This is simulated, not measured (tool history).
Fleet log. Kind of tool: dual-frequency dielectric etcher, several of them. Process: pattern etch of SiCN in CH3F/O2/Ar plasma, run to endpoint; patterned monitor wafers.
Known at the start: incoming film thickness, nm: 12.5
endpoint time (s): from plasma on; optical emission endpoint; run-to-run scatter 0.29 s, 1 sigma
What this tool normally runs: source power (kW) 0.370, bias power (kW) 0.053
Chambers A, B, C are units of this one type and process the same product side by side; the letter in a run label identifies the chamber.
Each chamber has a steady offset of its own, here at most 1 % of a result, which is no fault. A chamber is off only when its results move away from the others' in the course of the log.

| run | hour | source power (kW) | bias power (kW) | endpoint time (s) |
|---|---|---|---|---|
| 1C | 4.8 | 0.370 | 0.053 | 37.962 |
| 2B | 13.3 | 0.370 | 0.053 | 38.087 |
| 3A | 22.1 | 0.370 | 0.053 | 38.201 |
| 4C | 27.6 | 0.370 | 0.053 | 37.799 |
| 5B | 32.3 | 0.370 | 0.053 | 37.758 |
| 6A | 38.1 | 0.370 | 0.053 | 38.511 |
| 7C | 43.1 | 0.370 | 0.053 | 38.781 |
| 8B | 51.8 | 0.370 | 0.053 | 37.208 |
| 9A | 58.1 | 0.370 | 0.053 | 38.650 |
| 10C | 65.6 | 0.440 | 0.064 | 33.563 |
| 11A | 71.8 | 0.440 | 0.064 | 33.911 |
| 12B | 76.1 | 0.440 | 0.064 | 33.046 |
| 13C | 81.1 | 0.370 | 0.053 | 38.730 |
| 14A | 89.4 | 0.370 | 0.053 | 38.381 |
| 15B | 94.2 | 0.410 | 0.053 | 36.185 |
| 16C | 99.5 | 0.410 | 0.053 | 37.322 |
| 17A | 106.4 | 0.410 | 0.053 | 36.688 |
| 18B | 110.7 | 0.370 | 0.053 | 37.354 |
| 19A | 115.5 | 0.370 | 0.053 | 38.031 |
| 20C | 123.8 | 0.370 | 0.053 | 38.863 |
|  | 129.4 | chamber B: wet clean of the chamber |
| 21B | 132.8 | 0.320 | 0.053 | 39.860 |
| 22B | 139.2 | 0.320 | 0.053 | 39.986 |
| 23C | 146.1 | 0.320 | 0.053 | 41.795 |
| 24A | 151.2 | 0.370 | 0.053 | 38.215 |
| 25B | 156.0 | 0.370 | 0.053 | 37.644 |
| 26C | 163.4 | 0.370 | 0.053 | 39.377 |
| 27A | 172.6 | 0.370 | 0.053 | 38.163 |

Does one chamber stand apart from the rest, does the shared gauge drift, or is all well apart from small per-chamber offsets? Give the chamber and the most likely cause, where there is one.

Little by little, chamber C moves away from the other chambers.
Most likely cause: etch rate under this chamber's usual, % = 4.02.

Below are 4 candidate recipes for chamber C's next run, each the usual settings with a change, their results shown as question marks. Which of them brings C's results back in line with what the other chambers give on the usual settings?
Allowed miss from the other chambers' usual-settings mean, per result, to count as in line: endpoint time (s) 1.000
| 28C-1 | 179.3 | 0.350 | 0.050 | ? |
| 28C-2 | 179.3 | 0.370 | 0.059 | ? |
| 28C-3 | 179.3 | 0.470 | 0.053 | ? |
| 28C-4 | 179.3 | 0.320 | 0.047 | ? |

What the other chambers average on the usual settings: endpoint time (s) 37.914
| run | endpoint time (s) |
|---|---|
| 28C-1 | 41.123 |
| 28C-2 | 38.069 |
| 28C-3 | 36.045 |
| 28C-4 | 43.434 |
The right change is 28C-2: it brings the chamber back within the allowed miss of the others.
